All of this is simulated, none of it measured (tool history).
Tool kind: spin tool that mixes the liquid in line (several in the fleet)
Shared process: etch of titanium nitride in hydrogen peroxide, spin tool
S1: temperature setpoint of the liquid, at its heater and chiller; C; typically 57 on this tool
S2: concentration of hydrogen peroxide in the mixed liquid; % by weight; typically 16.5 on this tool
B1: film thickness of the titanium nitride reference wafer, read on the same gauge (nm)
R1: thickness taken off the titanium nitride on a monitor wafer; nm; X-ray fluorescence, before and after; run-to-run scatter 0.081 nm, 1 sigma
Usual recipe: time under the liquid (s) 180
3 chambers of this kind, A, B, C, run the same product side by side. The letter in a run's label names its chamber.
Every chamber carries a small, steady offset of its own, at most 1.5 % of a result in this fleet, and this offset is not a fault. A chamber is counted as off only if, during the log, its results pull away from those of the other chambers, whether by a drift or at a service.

{"hour": 3.3, "done": "chamber A: peroxide flow meter replaced"}
{"run": "1C", "hour": 7.1, "S1": 57, "S2": 16.5, "time under the liquid (s)": 180, "B1": 99.947, "R1": 11.224}
{"hour": 10.9, "done": "chamber B: thermometer replaced"}
{"run": "2A", "hour": 15.7, "S1": 57, "S2": 16.5, "time under the liquid (s)": 180, "B1": 100.01, "R1": 11.486}
{"run": "3B", "hour": 20.9, "S1": 57, "S2": 16.5, "time under the liquid (s)": 180, "B1": 100.02, "R1": 11.266}
{"run": "4C", "hour": 26.3, "S1": 57, "S2": 16.5, "time under the liquid (s)": 180, "B1": 99.979, "R1": 11.358}
{"run": "5B", "hour": 32.1, "S1": 57, "S2": 16.5, "time under the liquid (s)": 180, "B1": 99.996, "R1": 11.466}
{"run": "6A", "hour": 39.4, "S1": 57, "S2": 16.5, "time under the liquid (s)": 180, "B1": 99.99, "R1": 11.414}
{"run": "7C", "hour": 46.7, "S1": 57, "S2": 16.5, "time under the liquid (s)": 180, "B1": 99.992, "R1": 11.219}
{"run": "8B", "hour": 51.3, "S1": 50, "S2": 16.5, "time under the liquid (s)": 180, "B1": 99.999, "R1": 6.9665}
{"run": "9A", "hour": 56.8, "S1": 50, "S2": 16.5, "time under the liquid (s)": 180, "B1": 99.975, "R1": 7.0229}
{"run": "10C", "hour": 66.2, "S1": 50, "S2": 16.5, "time under the liquid (s)": 180, "B1": 99.991, "R1": 6.9545}
{"run": "11B", "hour": 74.7, "S1": 57, "S2": 16.5, "time under the liquid (s)": 180, "B1": 100.01, "R1": 11.474}
{"run": "12A", "hour": 79.7, "S1": 57, "S2": 16.5, "time under the liquid (s)": 180, "B1": 100.05, "R1": 11.491}
{"run": "13B", "hour": 84.3, "S1": 57, "S2": 16.5, "time under the liquid (s)": 180, "B1": 100.01, "R1": 11.354}
{"run": "14A", "hour": 88.8, "S1": 57, "S2": 16.5, "time under the liquid (s)": 180, "B1": 100.01, "R1": 11.387}
{"run": "15C", "hour": 97.1, "S1": 57, "S2": 16.5, "time under the liquid (s)": 180, "B1": 99.974, "R1": 11.229}
{"run": "16B", "hour": 106.0, "S1": 57, "S2": 16.5, "time under the liquid (s)": 180, "B1": 99.965, "R1": 11.383}
{"run": "17C", "hour": 114.6, "S1": 57, "S2": 16.5, "time under the liquid (s)": 180, "B1": 99.998, "R1": 11.395}
{"run": "18A", "hour": 119.3, "S1": 57, "S2": 16.5, "time under the liquid (s)": 180, "B1": 100, "R1": 11.465}
{"run": "19C", "hour": 123.4, "S1": 57, "S2": 16.5, "time under the liquid (s)": 180, "B1": 100.03, "R1": 11.238}
{"run": "20A", "hour": 130.4, "S1": 57, "S2": 16.5, "time under the liquid (s)": 180, "B1": 99.991, "R1": 11.531}

Is one chamber off against the others, does the gauge drift, or is nothing wrong? If a chamber is off, say which, and what the likeliest cause is.

No chamber is off and the gauge is stable; the differences are just each chamber's small, constant offset.
